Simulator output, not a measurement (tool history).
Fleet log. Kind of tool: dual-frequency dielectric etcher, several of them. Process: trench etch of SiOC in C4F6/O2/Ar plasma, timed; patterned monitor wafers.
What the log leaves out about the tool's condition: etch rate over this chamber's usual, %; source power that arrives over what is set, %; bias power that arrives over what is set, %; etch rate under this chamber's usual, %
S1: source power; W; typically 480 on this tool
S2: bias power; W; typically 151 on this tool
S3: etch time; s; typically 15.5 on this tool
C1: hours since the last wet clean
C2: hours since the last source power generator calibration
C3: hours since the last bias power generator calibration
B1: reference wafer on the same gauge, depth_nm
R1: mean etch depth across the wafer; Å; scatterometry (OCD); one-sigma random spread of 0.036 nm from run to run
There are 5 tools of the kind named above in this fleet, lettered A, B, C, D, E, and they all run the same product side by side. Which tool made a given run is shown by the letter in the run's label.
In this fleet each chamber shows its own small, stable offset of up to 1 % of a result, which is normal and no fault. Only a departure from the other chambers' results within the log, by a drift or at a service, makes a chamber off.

| run | hour | S1 | S2 | S3 | C1 | C2 | C3 | B1 | R1 |
|---|---|---|---|---|---|---|---|---|---|
| 1C | 8.7 | 480 | 151 | 15.5 | 502.4 | 1401.8 | 2830.1 | 30.501 | 327.20 |
| 2D | 14.0 | 480 | 151 | 15.5 | 270.9 | 1451.3 | 2404.0 | 30.509 | 327.54 |
| 3B | 18.6 | 480 | 151 | 15.5 | 355.7 | 4539.2 | 295.0 | 30.507 | 330.02 |
| 4A | 23.4 | 480 | 151 | 15.5 | 60.8 | 804.9 | 316.0 | 30.513 | 325.53 |
| 5E | 27.9 | 480 | 151 | 15.5 | 71.9 | 801.6 | 3277.1 | 30.521 | 328.82 |
| 6E | 35.8 | 480 | 151 | 15.5 | 79.8 | 809.5 | 3285.0 | 30.525 | 328.11 |
| 7C | 41.4 | 480 | 151 | 15.5 | 535.1 | 1434.5 | 2862.8 | 30.514 | 327.66 |
| 8A | 46.9 | 480 | 151 | 15.5 | 84.3 | 828.4 | 339.5 | 30.527 | 325.64 |
| 9D | 56.1 | 480 | 151 | 15.5 | 313.0 | 1493.4 | 2446.1 | 30.535 | 327.75 |
|  | 63.6 | chamber B: wet clean of the chamber |
| 10B | 64.3 | 480 | 151 | 15.5 | 0.7 | 4584.9 | 340.7 | 30.530 | 330.87 |
| 11E | 71.3 | 480 | 151 | 15.5 | 115.3 | 845.0 | 3320.5 | 30.540 | 328.46 |
| 12B | 77.3 | 480 | 151 | 15.5 | 13.7 | 4597.9 | 353.7 | 30.543 | 331.01 |
|  | 80.5 | chamber D: wet clean of the chamber |
| 13D | 81.6 | 480 | 151 | 15.5 | 1.2 | 1518.9 | 2471.6 | 30.541 | 327.61 |
|  | 84.8 | chamber C: wet clean of the chamber |
| 14A | 86.1 | 480 | 151 | 15.5 | 123.5 | 867.6 | 378.7 | 30.543 | 325.86 |
| 15C | 92.7 | 480 | 151 | 15.5 | 8.0 | 1485.8 | 2914.1 | 30.554 | 328.54 |
| 16E | 99.8 | 480 | 151 | 15.5 | 143.8 | 873.5 | 3349.0 | 30.560 | 328.66 |
| 17B | 106.1 | 480 | 151 | 15.5 | 42.5 | 4626.7 | 382.5 | 30.567 | 331.16 |
| 18C | 115.2 | 480 | 151 | 15.5 | 30.5 | 1508.3 | 2936.6 | 30.569 | 327.92 |
| 19D | 121.4 | 440 | 151 | 12.0 | 41.0 | 1558.7 | 2511.4 | 30.571 | 245.40 |
| 20A | 129.2 | 440 | 151 | 12.0 | 166.6 | 910.7 | 421.8 | 30.574 | 244.29 |
| 21C | 134.5 | 440 | 151 | 12.0 | 49.8 | 1527.6 | 2955.9 | 30.580 | 245.62 |
| 22B | 142.6 | 440 | 151 | 12.0 | 79.0 | 4663.2 | 419.0 | 30.576 | 247.53 |
| 23E | 147.5 | 440 | 151 | 12.0 | 191.5 | 921.2 | 3396.7 | 30.585 | 246.46 |
| 24D | 155.3 | 480 | 151 | 15.5 | 74.9 | 1592.6 | 2545.3 | 30.593 | 327.94 |
| 25A | 162.9 | 480 | 151 | 15.5 | 200.3 | 944.4 | 455.5 | 30.592 | 326.58 |
| 26E | 171.7 | 410 | 151 | 15.5 | 215.7 | 945.4 | 3420.9 | 30.592 | 309.37 |
| 27B | 180.9 | 410 | 151 | 15.5 | 117.3 | 4701.5 | 457.3 | 30.598 | 311.65 |
| 28D | 187.9 | 410 | 151 | 15.5 | 107.5 | 1625.2 | 2577.9 | 30.609 | 309.19 |
| 29C | 196.6 | 410 | 151 | 15.5 | 111.9 | 1589.7 | 3018.0 | 30.610 | 308.65 |
| 30A | 201.6 | 410 | 151 | 15.5 | 239.0 | 983.1 | 494.2 | 30.607 | 306.85 |
| 31A | 208.5 | 480 | 151 | 15.5 | 245.9 | 990.0 | 501.1 | 30.615 | 326.55 |
| 32E | 216.1 | 540 | 151 | 15.5 | 260.1 | 989.8 | 3465.3 | 30.616 | 345.36 |
| 33B | 222.1 | 540 | 151 | 15.5 | 158.5 | 4742.7 | 498.5 | 30.623 | 347.03 |
| 34D | 227.0 | 540 | 151 | 15.5 | 146.6 | 1664.3 | 2617.0 | 30.623 | 344.43 |
| 35C | 236.4 | 540 | 151 | 15.5 | 151.7 | 1629.5 | 3057.8 | 30.630 | 345.16 |

Decide between three cases: one chamber stands off from its peers, the gauge reading all wafers drifts, or nothing is wrong past each chamber's small offset. Where a chamber is off, say which and what most likely put it there.

Every chamber seems to shift together because the gauge that measures them all drifts; the chambers themselves are fine.
What lies behind it: gauge reads high (%) = 0.451.

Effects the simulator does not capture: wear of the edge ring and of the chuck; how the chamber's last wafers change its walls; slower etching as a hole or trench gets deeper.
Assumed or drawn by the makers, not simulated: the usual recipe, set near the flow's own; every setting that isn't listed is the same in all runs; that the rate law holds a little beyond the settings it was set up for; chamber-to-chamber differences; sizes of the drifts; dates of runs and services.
